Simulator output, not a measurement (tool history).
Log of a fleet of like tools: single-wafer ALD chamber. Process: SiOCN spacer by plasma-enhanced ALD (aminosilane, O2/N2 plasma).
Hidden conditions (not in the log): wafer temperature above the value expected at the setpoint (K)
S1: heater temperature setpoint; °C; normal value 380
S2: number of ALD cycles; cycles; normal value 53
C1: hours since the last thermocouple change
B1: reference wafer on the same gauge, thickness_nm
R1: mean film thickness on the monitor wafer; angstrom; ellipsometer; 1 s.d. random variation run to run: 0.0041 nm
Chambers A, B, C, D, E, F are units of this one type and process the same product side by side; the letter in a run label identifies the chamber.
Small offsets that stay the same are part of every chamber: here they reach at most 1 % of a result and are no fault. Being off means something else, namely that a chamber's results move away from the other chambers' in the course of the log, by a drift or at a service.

run 1C hour=9.0 | S1=380 S2=53 | C1=1256.1 | B1=3.3302 | R1=31.830
run 2E hour=14.6 | S1=380 S2=53 | C1=1416.1 | B1=3.3297 | R1=32.024
run 3D hour=20.3 | S1=380 S2=53 | C1=1340.9 | B1=3.3287 | R1=31.993
run 4F hour=29.5 | S1=380 S2=53 | C1=165.7 | B1=3.3282 | R1=31.946
run 5A hour=37.7 | S1=380 S2=53 | C1=407.1 | B1=3.3271 | R1=31.974
run 6B hour=46.8 | S1=388 S2=59 | C1=2271.6 | B1=3.3277 | R1=35.919
run 7C hour=56.4 | S1=388 S2=59 | C1=1303.5 | B1=3.3271 | R1=35.373
run 8D hour=63.4 | S1=388 S2=59 | C1=1384.0 | B1=3.3259 | R1=35.482
run 9F hour=72.2 | S1=388 S2=59 | C1=208.4 | B1=3.3258 | R1=35.465
run 10E hour=76.8 | S1=388 S2=59 | C1=1478.3 | B1=3.3268 | R1=35.630
run 11B hour=83.9 | S1=388 S2=59 | C1=2308.7 | B1=3.3253 | R1=35.913
run 12A hour=90.1 | S1=380 S2=53 | C1=459.5 | B1=3.3249 | R1=31.919
run 13C hour=98.2 | S1=380 S2=53 | C1=1345.3 | B1=3.3248 | R1=31.778
run 14F hour=106.1 | S1=380 S2=53 | C1=242.3 | B1=3.3243 | R1=31.903
run 15B hour=113.6 | S1=380 S2=53 | C1=2338.4 | B1=3.3232 | R1=32.184
run 16E hour=121.0 | S1=380 S2=53 | C1=1522.5 | B1=3.3216 | R1=31.908
run 17D hour=129.5 | S1=380 S2=44 | C1=1450.1 | B1=3.3224 | R1=26.465
run 18A hour=134.2 | S1=380 S2=44 | C1=503.6 | B1=3.3211 | R1=26.462
run 19E hour=143.7 | S1=380 S2=44 | C1=1545.2 | B1=3.3210 | R1=26.445
run 20D hour=150.4 | S1=380 S2=44 | C1=1471.0 | B1=3.3206 | R1=26.471
run 21B hour=159.4 | S1=380 S2=44 | C1=2384.2 | B1=3.3205 | R1=26.686
run 22F hour=167.2 | S1=380 S2=44 | C1=303.4 | B1=3.3198 | R1=26.436
run 23A hour=176.7 | S1=380 S2=53 | C1=546.1 | B1=3.3196 | R1=31.872
run 24C hour=186.5 | S1=380 S2=53 | C1=1433.6 | B1=3.3190 | R1=31.740
run 25B hour=192.1 | S1=380 S2=53 | C1=2416.9 | B1=3.3190 | R1=32.232
run 26A hour=198.9 | S1=380 S2=53 | C1=568.3 | B1=3.3174 | R1=31.806
run 27C hour=208.7 | S1=380 S2=53 | C1=1455.8 | B1=3.3169 | R1=31.737
run 28F hour=217.4 | S1=380 S2=53 | C1=353.6 | B1=3.3169 | R1=31.811
run 29D hour=226.0 | S1=380 S2=53 | C1=1546.6 | B1=3.3168 | R1=31.735
run 30E hour=233.3 | S1=380 S2=53 | C1=1634.8 | B1=3.3163 | R1=31.847
run 31A hour=240.4 | S1=388 S2=53 | C1=609.8 | B1=3.3162 | R1=31.801
run 32E hour=246.0 | S1=388 S2=53 | C1=1647.5 | B1=3.3150 | R1=31.804
run 33B hour=252.7 | S1=388 S2=53 | C1=2477.5 | B1=3.3145 | R1=32.042
run 34F hour=261.5 | S1=388 S2=53 | C1=397.7 | B1=3.3154 | R1=31.793
run 35D hour=266.3 | S1=388 S2=53 | C1=1586.9 | B1=3.3133 | R1=31.734
run 36C hour=276.0 | S1=388 S2=53 | C1=1523.1 | B1=3.3135 | R1=31.723
run 37A hour=281.0 | S1=380 S2=53 | C1=650.4 | B1=3.3137 | R1=31.743
run 38B hour=288.5 | S1=380 S2=53 | C1=2513.3 | B1=3.3135 | R1=32.098

Read the log: is a single chamber off, either drifting away or since a service, is the gauge that measures every chamber drifting, or is nothing wrong beyond small per-chamber offsets? Name any odd chamber and what most likely caused it.

None of the chambers is off. What moves is the gauge, dragging all their readings along together.
Likeliest cause: gauge reads low (%) = 0.524.

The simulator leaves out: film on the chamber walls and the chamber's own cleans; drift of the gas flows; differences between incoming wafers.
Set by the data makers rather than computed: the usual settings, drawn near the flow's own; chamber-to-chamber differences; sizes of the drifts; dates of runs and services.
